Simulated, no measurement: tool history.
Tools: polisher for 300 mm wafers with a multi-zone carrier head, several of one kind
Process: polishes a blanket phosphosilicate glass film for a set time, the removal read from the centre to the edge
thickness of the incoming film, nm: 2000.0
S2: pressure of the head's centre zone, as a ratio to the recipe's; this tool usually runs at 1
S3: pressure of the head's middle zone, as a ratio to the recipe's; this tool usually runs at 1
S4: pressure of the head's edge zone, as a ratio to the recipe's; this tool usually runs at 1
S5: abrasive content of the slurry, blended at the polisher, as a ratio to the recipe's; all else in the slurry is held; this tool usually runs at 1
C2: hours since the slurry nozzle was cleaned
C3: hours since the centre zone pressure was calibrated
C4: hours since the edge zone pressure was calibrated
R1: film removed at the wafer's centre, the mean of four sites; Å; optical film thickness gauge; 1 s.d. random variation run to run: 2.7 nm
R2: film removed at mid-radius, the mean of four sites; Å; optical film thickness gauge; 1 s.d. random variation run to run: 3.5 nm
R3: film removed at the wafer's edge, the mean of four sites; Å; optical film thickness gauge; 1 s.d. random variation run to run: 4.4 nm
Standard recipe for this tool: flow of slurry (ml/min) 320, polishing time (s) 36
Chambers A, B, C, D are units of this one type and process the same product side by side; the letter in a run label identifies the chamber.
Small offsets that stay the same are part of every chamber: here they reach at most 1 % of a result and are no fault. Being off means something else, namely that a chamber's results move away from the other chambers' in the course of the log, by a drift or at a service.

At hour 13: chamber B: worn pad replaced by a new one.
Run 1D, hour 15.2: usual settings; wafers polished on this pad 426; C2 627.8; C3 435.5; C4 404.7. Result: R1 3226.3 Å, R2 3263.7 Å, R3 3265.3 Å.
At hour 23.8: chamber C: worn pad replaced by a new one.
Run 2C, hour 26: usual settings; wafers polished on this pad 19; C2 508; C3 132.2; C4 586.1. Result: R1 3214.7 Å, R2 3236.7 Å, R3 3293.4 Å.
Run 3B, hour 40.3: usual settings; wafers polished on this pad 239; C2 215.7; C3 206; C4 1012.3. Result: R1 3302.7 Å, R2 3217 Å, R3 3263.8 Å.
At hour 45.1: chamber D: slurry nozzle cleaned.
At hour 52.2: chamber C: slurry nozzle cleaned.
Run 4A, hour 52.6: usual settings; wafers polished on this pad 489; C2 152; C3 798.1; C4 273. Result: R1 3338 Å, R2 3261.8 Å, R3 3256.1 Å.
Run 5D, hour 60.1: usual settings but flow of slurry (ml/min) 220; wafers polished on this pad 820; C2 15.1; C3 480.4; C4 449.6. Result: R1 3092.8 Å, R2 3110.1 Å, R3 3093.4 Å.
At hour 66.2: chamber A: centre zone pressure recalibrated.
Run 6A, hour 74.1: usual settings but flow of slurry (ml/min) 220; wafers polished on this pad 677; C2 173.5; C3 8; C4 294.5. Result: R1 3149.5 Å, R2 3157.7 Å, R3 3210.5 Å.
At hour 79.6: chamber D: worn pad replaced by a new one.
Run 7B, hour 86.4: usual settings but flow of slurry (ml/min) 220; wafers polished on this pad 643; C2 261.8; C3 252.1; C4 1058.4. Result: R1 3148.1 Å, R2 3150 Å, R3 3194.9 Å.
Run 8C, hour 100.2: usual settings but flow of slurry (ml/min) 220; wafers polished on this pad 669; C2 48; C3 206.4; C4 660.3. Result: R1 3097 Å, R2 3116.3 Å, R3 3185.6 Å.
Run 9B, hour 114.6: usual settings; wafers polished on this pad 890; C2 290; C3 280.3; C4 1086.6. Result: R1 3312.6 Å, R2 3261 Å, R3 3244.1 Å.
Run 10C, hour 122.5: usual settings but S5 0.85, polishing time (s) 41; wafers polished on this pad 864; C2 70.3; C3 228.7; C4 682.6. Result: R1 3392.7 Å, R2 3427.6 Å, R3 3401.1 Å.
Run 11A, hour 131: usual settings but S5 0.85, polishing time (s) 41; wafers polished on this pad 1176; C2 230.4; C3 64.9; C4 351.4. Result: R1 3432.8 Å, R2 3501.4 Å, R3 3420.3 Å.
At hour 136.8: chamber B: worn pad replaced by a new one.
At hour 137.3: chamber B: slurry nozzle cleaned.
At hour 139.3: chamber A: worn pad replaced by a new one.
Run 12D, hour 140.1: usual settings but S5 0.85, polishing time (s) 41; wafers polished on this pad 530; C2 95.1; C3 560.4; C4 529.6. Result: R1 3433 Å, R2 3485.7 Å, R3 3503.7 Å.
Run 13A, hour 155: usual settings but S5 0.85, polishing time (s) 41; wafers polished on this pad 137; C2 254.4; C3 88.9; C4 375.4. Result: R1 3494.9 Å, R2 3436.7 Å, R3 3430.9 Å.
Run 14B, hour 161.6: usual settings; wafers polished on this pad 217; C2 24.3; C3 327.3; C4 1133.6. Result: R1 3322.7 Å, R2 3306 Å, R3 3309 Å.
Run 15C, hour 171: usual settings; wafers polished on this pad 1289; C2 118.8; C3 277.2; C4 731.1. Result: R1 3277.5 Å, R2 3283.1 Å, R3 3271.5 Å.
Run 16D, hour 182.3: usual settings; wafers polished on this pad 899; C2 137.3; C3 602.6; C4 571.8. Result: R1 3245.3 Å, R2 3259.1 Å, R3 3223.8 Å.
At hour 184.8: chamber D: worn pad replaced by a new one.
At hour 193.9: chamber C: worn pad replaced by a new one.
Run 17A, hour 193.9: usual settings; wafers polished on this pad 478; C2 293.3; C3 127.8; C4 414.3. Result: R1 3347.2 Å, R2 3230 Å, R3 3206 Å.
Run 18B, hour 204.7: usual settings; wafers polished on this pad 594; C2 67.4; C3 370.4; C4 1176.7. Result: R1 3396 Å, R2 3311.4 Å, R3 3278.1 Å.
Run 19D, hour 219: usual settings but S3 1.08; wafers polished on this pad 300; C2 174; C3 639.3; C4 608.5. Result: R1 3211.8 Å, R2 3570.4 Å, R3 3220.4 Å.
Run 20C, hour 232.3: usual settings but S3 1.08; wafers polished on this pad 336; C2 180.1; C3 338.5; C4 792.4. Result: R1 3233.1 Å, R2 3456 Å, R3 3248.4 Å.
At hour 236: chamber B: worn pad replaced by a new one.
Run 21C, hour 244.5: usual settings but S3 1.08; wafers polished on this pad 443; C2 192.3; C3 350.7; C4 804.6. Result: R1 3268 Å, R2 3504.9 Å, R3 3176.6 Å.
At hour 244.9: chamber D: edge zone pressure recalibrated.
At hour 252: chamber A: worn pad replaced by a new one.
Run 22D, hour 257.6: usual settings but S3 1.08; wafers polished on this pad 638; C2 212.6; C3 677.9; C4 12.7. Result: R1 3250 Å, R2 3525.3 Å, R3 3273.6 Å.
Run 23B, hour 267.9: usual settings; wafers polished on this pad 279; C2 130.6; C3 433.6; C4 1239.9. Result: R1 3412.6 Å, R2 3274.7 Å, R3 3330.2 Å.
Run 24A, hour 278.6: usual settings but polishing time (s) 48; wafers polished on this pad 233; C2 378; C3 212.5; C4 499. Result: R1 4400.8 Å, R2 4370.6 Å, R3 4390.7 Å.
At hour 282.1: chamber D: worn pad replaced by a new one.
Run 25C, hour 289.7: usual settings but polishing time (s) 48; wafers polished on this pad 839; C2 237.5; C3 395.9; C4 849.8. Result: R1 4298.7 Å, R2 4314.4 Å, R3 4272.2 Å.
At hour 290.2: chamber B: edge zone pressure recalibrated.
Run 26A, hour 299.5: usual settings but polishing time (s) 48; wafers polished on this pad 416; C2 398.9; C3 233.4; C4 519.9. Result: R1 4397.3 Å, R2 4370.6 Å, R3 4281.7 Å.
Run 27D, hour 313.2: usual settings but polishing time (s) 48; wafers polished on this pad 272; C2 268.2; C3 733.5; C4 68.3. Result: R1 4344.5 Å, R2 4357.4 Å, R3 4328.5 Å.
Run 28B, hour 323.6: usual settings; wafers polished on this pad 767; C2 186.3; C3 489.3; C4 33.4. Result: R1 3432.3 Å, R2 3287.4 Å, R3 3299.4 Å.
At hour 329: chamber B: worn pad replaced by a new one.
Run 29B, hour 333.8: usual settings but S2 0.9; wafers polished on this pad 42; C2 196.5; C3 499.5; C4 43.6. Result: R1 3023 Å, R2 3250.8 Å, R3 3353.6 Å.
Run 30C, hour 345.4: usual settings but S2 0.9; wafers polished on this pad 1326; C2 293.2; C3 451.6; C4 905.5. Result: R1 2865.3 Å, R2 3271.6 Å, R3 3303.6 Å.
At hour 353.4: chamber C: worn pad replaced by a new one.
Run 31A, hour 360.6: usual settings but S2 0.9; wafers polished on this pad 951; C2 460; C3 294.5; C4 581. Result: R1 2928.1 Å, R2 3253.5 Å, R3 3377.7 Å.
At hour 366.9: chamber C: centre zone pressure recalibrated.
Run 32D, hour 367.8: usual settings but S2 0.9; wafers polished on this pad 750; C2 322.8; C3 788.1; C4 122.9. Result: R1 2875.3 Å, R2 3250.8 Å, R3 3283.5 Å.
At hour 372.1: chamber D: worn pad replaced by a new one.
Run 33D, hour 379.8: usual settings; wafers polished on this pad 67; C2 334.8; C3 800.1; C4 134.9. Result: R1 3202.6 Å, R2 3312.8 Å, R3 3247 Å.
At hour 386.1: chamber A: worn pad replaced by a new one.
Run 34C, hour 389.9: usual settings; wafers polished on this pad 320; C2 337.7; C3 23; C4 950. Result: R1 3237.4 Å, R2 3217.1 Å, R3 3341.2 Å.
Run 35B, hour 401.1: usual settings; wafers polished on this pad 632; C2 263.8; C3 566.8; C4 110.9. Result: R1 3480.2 Å, R2 3245.7 Å, R3 3221.1 Å.
Run 36A, hour 414.6: usual settings; wafers polished on this pad 250; C2 514; C3 348.5; C4 635. Result: R1 3302.2 Å, R2 3267.2 Å, R3 3267.4 Å.
Run 37D, hour 422.8: usual settings; wafers polished on this pad 444; C2 377.8; C3 843.1; C4 177.9. Result: R1 3284.4 Å, R2 3295.5 Å, R3 3206.9 Å.
At hour 424.2: chamber B: worn pad replaced by a new one.
Run 38A, hour 437: usual settings; wafers polished on this pad 446; C2 536.4; C3 370.9; C4 657.4. Result: R1 3283.1 Å, R2 3277.2 Å, R3 3307 Å.
Run 39C, hour 451.2: usual settings but flow of slurry (ml/min) 285, S2 1.07; wafers polished on this pad 857; C2 399; C3 84.3; C4 1011.3. Result: R1 3438.7 Å, R2 3229.2 Å, R3 3230.6 Å.
Run 40B, hour 461.3: usual settings but flow of slurry (ml/min) 285, S2 1.07; wafers polished on this pad 325; C2 324; C3 627; C4 171.1. Result: R1 3667.3 Å, R2 3154.1 Å, R3 3288.5 Å.
Run 41B, hour 474.6: usual settings but flow of slurry (ml/min) 285, S2 1.07; wafers polished on this pad 441; C2 337.3; C3 640.3; C4 184.4. Result: R1 3626 Å, R2 3229.1 Å, R3 3267.6 Å.
At hour 477.2: chamber D: worn pad replaced by a new one.
Run 42C, hour 481.2: usual settings but flow of slurry (ml/min) 285, S2 1.07; wafers polished on this pad 1119; C2 429; C3 114.3; C4 1041.3. Result: R1 3441.8 Å, R2 3186.7 Å, R3 3277.2 Å.
Run 43D, hour 494: usual settings; wafers polished on this pad 147; C2 449; C3 914.3; C4 249.1. Result: R1 3244.9 Å, R2 3282.2 Å, R3 3273.4 Å.

All chambers now run identical settings, listed one chamber a line with results as question marks. What results will each chamber show?
Run 44A, hour 504.9: usual settings but S5 1.25. Result: R1 ?, R2 ?, R3 ?.
Run 44B, hour 504.9: usual settings but S5 1.25. Result: R1 ?, R2 ?, R3 ?.
Run 44C, hour 504.9: usual settings but S5 1.25. Result: R1 ?, R2 ?, R3 ?.
Run 44D, hour 504.9: usual settings but S5 1.25. Result: R1 ?, R2 ?, R3 ?.

run      R1      R2      R3
44A  3625.8  3623.1    3536
44B  3831.5  3534.9  3503.5
44C  3560.2  3581.2    3620
44D  3589.4  3614.8    3633
